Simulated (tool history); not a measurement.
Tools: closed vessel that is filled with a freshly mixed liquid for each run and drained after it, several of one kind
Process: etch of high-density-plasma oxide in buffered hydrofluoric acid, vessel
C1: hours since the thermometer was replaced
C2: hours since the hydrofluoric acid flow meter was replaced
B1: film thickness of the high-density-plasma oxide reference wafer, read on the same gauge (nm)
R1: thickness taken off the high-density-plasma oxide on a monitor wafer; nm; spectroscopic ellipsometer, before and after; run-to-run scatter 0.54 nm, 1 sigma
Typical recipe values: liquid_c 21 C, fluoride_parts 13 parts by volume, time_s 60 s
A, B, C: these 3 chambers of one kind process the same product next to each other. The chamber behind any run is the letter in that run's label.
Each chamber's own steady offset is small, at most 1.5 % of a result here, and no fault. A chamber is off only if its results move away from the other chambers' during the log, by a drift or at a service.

{"run": "1B", "day": 0.517, "liquid_c": 21, "fluoride_parts": 13, "time_s": 60, "C1": 840.1, "C2": 359.7, "B1": 109.98, "R1": 83.593}
{"run": "2C", "day": 0.862, "liquid_c": 21, "fluoride_parts": 13, "time_s": 60, "C1": 1276.7, "C2": 1366.9, "B1": 110.02, "R1": 82.945}
{"run": "3A", "day": 1.233, "liquid_c": 21, "fluoride_parts": 13, "time_s": 60, "C1": 423.0, "C2": 898.4, "B1": 109.98, "R1": 82.77}
{"run": "4C", "day": 1.6, "liquid_c": 21, "fluoride_parts": 13, "time_s": 60, "C1": 1294.4, "C2": 1384.6, "B1": 110.03, "R1": 82.256}
{"run": "5A", "day": 1.925, "liquid_c": 21, "fluoride_parts": 13, "time_s": 60, "C1": 439.6, "C2": 915.0, "B1": 109.99, "R1": 82.606}
{"run": "6B", "day": 2.271, "liquid_c": 21, "fluoride_parts": 13, "time_s": 95, "C1": 882.2, "C2": 401.8, "B1": 110.01, "R1": 132.58}
{"run": "7A", "day": 2.95, "liquid_c": 21, "fluoride_parts": 13, "time_s": 95, "C1": 464.2, "C2": 939.6, "B1": 109.99, "R1": 131.45}
{"day": 3.292, "done": "chamber B: thermometer replaced"}
{"run": "8B", "day": 3.417, "liquid_c": 21, "fluoride_parts": 13, "time_s": 95, "C1": 3.0, "C2": 429.3, "B1": 110.02, "R1": 132.81}
{"run": "9C", "day": 4.004, "liquid_c": 21, "fluoride_parts": 13, "time_s": 60, "C1": 1352.1, "C2": 1442.3, "B1": 109.98, "R1": 82.617}
{"run": "10B", "day": 4.358, "liquid_c": 17, "fluoride_parts": 13, "time_s": 35, "C1": 25.6, "C2": 451.9, "B1": 109.99, "R1": 38.866}
{"run": "11C", "day": 4.775, "liquid_c": 17, "fluoride_parts": 13, "time_s": 35, "C1": 1370.6, "C2": 1460.8, "B1": 110.01, "R1": 38.595}
{"run": "12A", "day": 5.175, "liquid_c": 17, "fluoride_parts": 13, "time_s": 35, "C1": 517.6, "C2": 993.0, "B1": 109.99, "R1": 38.315}
{"run": "13B", "day": 5.621, "liquid_c": 21, "fluoride_parts": 13, "time_s": 60, "C1": 55.9, "C2": 482.2, "B1": 110.01, "R1": 83.164}
{"run": "14A", "day": 6.133, "liquid_c": 21, "fluoride_parts": 13, "time_s": 60, "C1": 540.6, "C2": 1016.0, "B1": 110.0, "R1": 82.147}
{"run": "15C", "day": 6.725, "liquid_c": 21, "fluoride_parts": 11, "time_s": 60, "C1": 1417.4, "C2": 1507.6, "B1": 110.01, "R1": 96.065}
{"run": "16C", "day": 7.296, "liquid_c": 21, "fluoride_parts": 11, "time_s": 60, "C1": 1431.1, "C2": 1521.3, "B1": 110.01, "R1": 97.489}
{"run": "17B", "day": 7.642, "liquid_c": 21, "fluoride_parts": 11, "time_s": 60, "C1": 104.4, "C2": 530.7, "B1": 110.01, "R1": 98.672}
{"run": "18A", "day": 8.05, "liquid_c": 21, "fluoride_parts": 13, "time_s": 60, "C1": 586.6, "C2": 1062.0, "B1": 110.0, "R1": 81.807}
{"run": "19A", "day": 8.496, "liquid_c": 21, "fluoride_parts": 13, "time_s": 60, "C1": 597.3, "C2": 1072.7, "B1": 110.01, "R1": 82.904}
{"day": 8.721, "done": "chamber C: hydrofluoric acid flow meter replaced"}
{"run": "20B", "day": 8.958, "liquid_c": 21, "fluoride_parts": 13, "time_s": 60, "C1": 136.0, "C2": 562.3, "B1": 109.98, "R1": 83.455}
{"run": "21C", "day": 9.488, "liquid_c": 21, "fluoride_parts": 13, "time_s": 60, "C1": 1483.7, "C2": 18.4, "B1": 110.01, "R1": 82.619}
{"run": "22B", "day": 9.958, "liquid_c": 21, "fluoride_parts": 13, "time_s": 60, "C1": 160.0, "C2": 586.3, "B1": 110.03, "R1": 82.76}
{"run": "23A", "day": 10.354, "liquid_c": 21, "fluoride_parts": 13, "time_s": 60, "C1": 641.9, "C2": 1117.3, "B1": 109.98, "R1": 81.692}
{"run": "24C", "day": 10.717, "liquid_c": 21, "fluoride_parts": 13, "time_s": 60, "C1": 1513.2, "C2": 47.9, "B1": 110.02, "R1": 82.806}
{"run": "25C", "day": 11.329, "liquid_c": 21, "fluoride_parts": 13, "time_s": 60, "C1": 1527.9, "C2": 62.6, "B1": 109.99, "R1": 82.241}

Decide between three cases: one chamber stands off from its peers, the gauge reading all wafers drifts, or nothing is wrong past each chamber's small offset. Where a chamber is off, say which and what most likely put it there.

All chambers stay in line apart from their small fixed offsets, and the gauge does not drift.
